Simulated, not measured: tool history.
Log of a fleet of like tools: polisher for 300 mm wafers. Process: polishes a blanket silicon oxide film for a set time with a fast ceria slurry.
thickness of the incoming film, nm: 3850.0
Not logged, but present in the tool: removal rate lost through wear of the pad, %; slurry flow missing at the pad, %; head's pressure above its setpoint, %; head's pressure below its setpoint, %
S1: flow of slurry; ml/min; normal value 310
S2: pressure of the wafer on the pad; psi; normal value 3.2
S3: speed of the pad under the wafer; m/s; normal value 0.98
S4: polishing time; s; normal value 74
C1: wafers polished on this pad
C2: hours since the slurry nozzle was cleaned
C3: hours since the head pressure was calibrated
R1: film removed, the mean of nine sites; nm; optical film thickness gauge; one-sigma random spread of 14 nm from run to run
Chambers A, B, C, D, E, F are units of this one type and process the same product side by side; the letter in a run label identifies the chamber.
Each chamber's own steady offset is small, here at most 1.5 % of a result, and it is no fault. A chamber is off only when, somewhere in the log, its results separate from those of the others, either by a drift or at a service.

run	day	S1	S2	S3	S4	C1	C2	C3	R1
# day 0.104: chamber E: worn pad replaced by a new one
1C	0.388	310	3.2	0.98	74	1332	221.4	292.3	1369.7
# day 0.596: chamber C: worn pad replaced by a new one
2E	0.604	310	3.2	0.98	74	76	404.4	760.2	1385.2
# day 1.021: chamber D: worn pad replaced by a new one
3F	1.025	310	3.2	0.98	74	1172	580.8	150.8	1368.6
4A	1.467	310	3.2	0.98	74	948	329.4	529.4	1364
# day 1.517: chamber A: slurry nozzle cleaned
5D	1.867	310	3.2	0.98	74	128	121.1	60.3	1357.6
6B	2.192	310	3.2	0.98	74	869	263	200.9	1363.7
7C	2.438	310	3.2	0.98	74	280	270.6	341.5	1370.9
# day 2.588: chamber F: worn pad replaced by a new one
8A	2.717	310	3.2	0.98	74	1138	28.9	559.4	1344.1
# day 2.883: chamber C: slurry nozzle cleaned
9E	2.967	310	3.2	0.98	74	435	461.1	816.9	1380.3
# day 3.154: chamber A: worn pad replaced by a new one
# day 3.258: chamber B: worn pad replaced by a new one
10F	3.367	310	3.2	0.98	74	118	637	207	1364.6
11D	3.654	310	3.2	1.3	74	400	164	103.2	1813.6
12B	3.862	310	3.2	1.3	74	92	303.1	241	1807.9
13F	4.067	310	3.2	1.3	74	225	653.8	223.8	1828.8
14A	4.271	310	3.2	1.3	74	169	66.2	596.7	1855.8
# day 4.317: chamber F: slurry nozzle cleaned
# day 4.438: chamber E: worn pad replaced by a new one
15E	4.558	310	3.2	1.3	74	18	499.3	855.1	1818.4
16C	4.783	310	3.2	1.3	74	636	45.6	397.8	1808.3
# day 4.896: chamber D: worn pad replaced by a new one
17B	5.083	310	3.2	0.98	74	277	332.4	270.3	1382.8
18D	5.292	310	3.2	0.7	74	60	203.3	142.5	988.76
# day 5.512: chamber C: head pressure recalibrated
19A	5.688	310	3.2	0.7	74	385	100.2	630.7	977.73
20F	5.883	310	3.2	0.7	74	501	37.7	267.4	993.95
21C	6.208	310	3.2	0.7	74	853	79.8	16.7	902.64
22E	6.488	310	3.2	0.7	74	312	545.6	901.4	982.49
# day 6.662: chamber B: slurry nozzle cleaned
23D	6.904	310	3.2	0.7	74	305	242	181.2	980.35
24B	7.171	310	3.2	0.98	74	595	12.3	320.4	1358.4
25E	7.404	310	3.2	0.98	74	451	567.6	923.4	1374.3
# day 7.612: chamber E: slurry nozzle cleaned
26A	7.754	270	3.2	0.98	88	699	149.8	680.3	1580.2
27F	8.183	270	3.2	0.98	88	850	92.9	322.6	1632.2
# day 8.371: chamber E: head pressure recalibrated
28B	8.458	270	3.2	0.98	88	790	43.2	351.3	1627.4
29D	8.842	270	3.2	0.98	88	599	288.5	227.7	1600.1
# day 9.058: chamber E: worn pad replaced by a new one
# day 9.25: chamber D: worn pad replaced by a new one
30C	9.258	270	3.2	0.98	88	1316	153	89.9	1481.5
# day 9.421: chamber C: worn pad replaced by a new one
31D	9.6	270	3.2	0.98	88	53	306.7	245.9	1610.5
32C	10.021	310	3.6	0.98	74	91	171.3	108.2	1442
# day 10.175: chamber B: worn pad replaced by a new one
33A	10.321	310	3.6	0.98	74	1089	211.4	741.9	1529.1
# day 10.392: chamber A: worn pad replaced by a new one
# day 10.425: chamber D: slurry nozzle cleaned
34F	10.7	310	3.6	0.98	74	1233	153.3	383	1556.9
35E	10.954	310	3.6	0.98	74	288	80.2	62	1509.9
36B	11.229	310	3.6	0.98	74	160	109.7	417.8	1547.9
37A	11.6	310	3.6	0.98	74	184	242.1	772.6	1535.1
38B	11.825	310	3.2	0.98	74	250	124	432.1	1398.5
39F	12.092	310	3.2	0.98	74	1444	186.7	416.4	1379.8
40D	12.512	310	3.2	0.98	74	495	50.1	315.8	1386.2
41E	12.9	310	3.2	0.98	74	584	126.9	108.7	1374.4
42C	13.221	310	3.2	0.98	74	577	248.1	185	1277.7
43B	13.629	310	3.2	0.98	74	524	167.3	475.4	1349.8

All chambers now run identical settings, listed one chamber a line with results as question marks. What results will each chamber show?
44A	13.954	310	3.2	0.98	74				?
44B	13.954	310	3.2	0.98	74				?
44C	13.954	310	3.2	0.98	74				?
44D	13.954	310	3.2	0.98	74				?
44E	13.954	310	3.2	0.98	74				?
44F	13.954	310	3.2	0.98	74				?

run	R1
44A	1353.7
44B	1357.1
44C	1280.9
44D	1343.2
44E	1368.7
44F	1391.4

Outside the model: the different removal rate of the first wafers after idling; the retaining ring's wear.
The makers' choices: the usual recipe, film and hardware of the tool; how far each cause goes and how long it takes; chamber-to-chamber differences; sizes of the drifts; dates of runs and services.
